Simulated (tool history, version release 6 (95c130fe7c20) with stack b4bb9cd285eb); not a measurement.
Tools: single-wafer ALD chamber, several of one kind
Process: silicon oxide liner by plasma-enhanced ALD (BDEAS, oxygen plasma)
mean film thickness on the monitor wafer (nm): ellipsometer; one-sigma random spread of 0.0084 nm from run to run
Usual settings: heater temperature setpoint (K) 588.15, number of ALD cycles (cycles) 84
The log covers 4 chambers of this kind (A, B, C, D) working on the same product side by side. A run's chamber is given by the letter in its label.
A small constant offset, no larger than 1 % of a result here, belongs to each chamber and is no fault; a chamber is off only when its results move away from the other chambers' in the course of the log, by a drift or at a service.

run	hour	heater temperature setpoint (K)	number of ALD cycles (cycles)	hours since the last thermocouple change	read-back reference wafer on the same gauge, thickness_nm	mean film thickness on the monitor wafer (nm)
1B	7.5	588.15	84	61.6	8.8203	7.6613
2A	21.9	588.15	84	408.9	8.8181	7.6137
3D	36.5	588.15	84	1319.4	8.8149	7.6244
4C	49	588.15	84	105.9	8.8136	7.6044
5A	62.1	588.15	84	449.1	8.8105	7.5925
6D	71.2	588.15	84	1354.1	8.8122	7.6096
7B	78.4	588.15	84	132.5	8.8092	7.655
8C	87.6	588.15	84	144.5	8.8056	7.5921
9A	99.3	588.15	84	486.3	8.8078	7.5823
10B	114.4	588.15	84	168.5	8.8034	7.6775
11D	130	588.15	84	1412.9	8.802	7.5978
12C	139.3	578.15	93	196.2	8.7998	8.5256
13D	147	578.15	93	1429.9	8.8005	8.5509
14A	158.2	578.15	93	545.2	8.7972	8.5258
15B	168	578.15	93	222.1	8.7953	8.5759
16C	181.7	588.15	84	238.6	8.7939	7.5874
17D	188.8	588.15	84	1471.7	8.7954	7.5921
18C	198.1	588.15	84	255	8.7938	7.5745
19A	207.4	588.15	84	594.4	8.791	7.5779
20B	221.6	588.15	84	275.7	8.7904	7.6473
21D	234.8	577.15	90	1517.7	8.7882	8.2608
22C	246.5	577.15	90	303.4	8.7854	8.2215
23A	257.6	577.15	90	644.6	8.7828	8.2179
24B	266.8	577.15	90	320.9	8.782	8.3038
25C	277.9	588.15	84	334.8	8.7813	7.5682

Has any chamber moved away from the others, gradually or after a service, or does the common gauge drift, or do the chambers differ only by their own small steady offsets? State the chamber and the most likely cause if one applies.

None of the chambers is off. What moves is the gauge, dragging all their readings along together.
What lies behind it: gauge reads low (%) = 0.455.
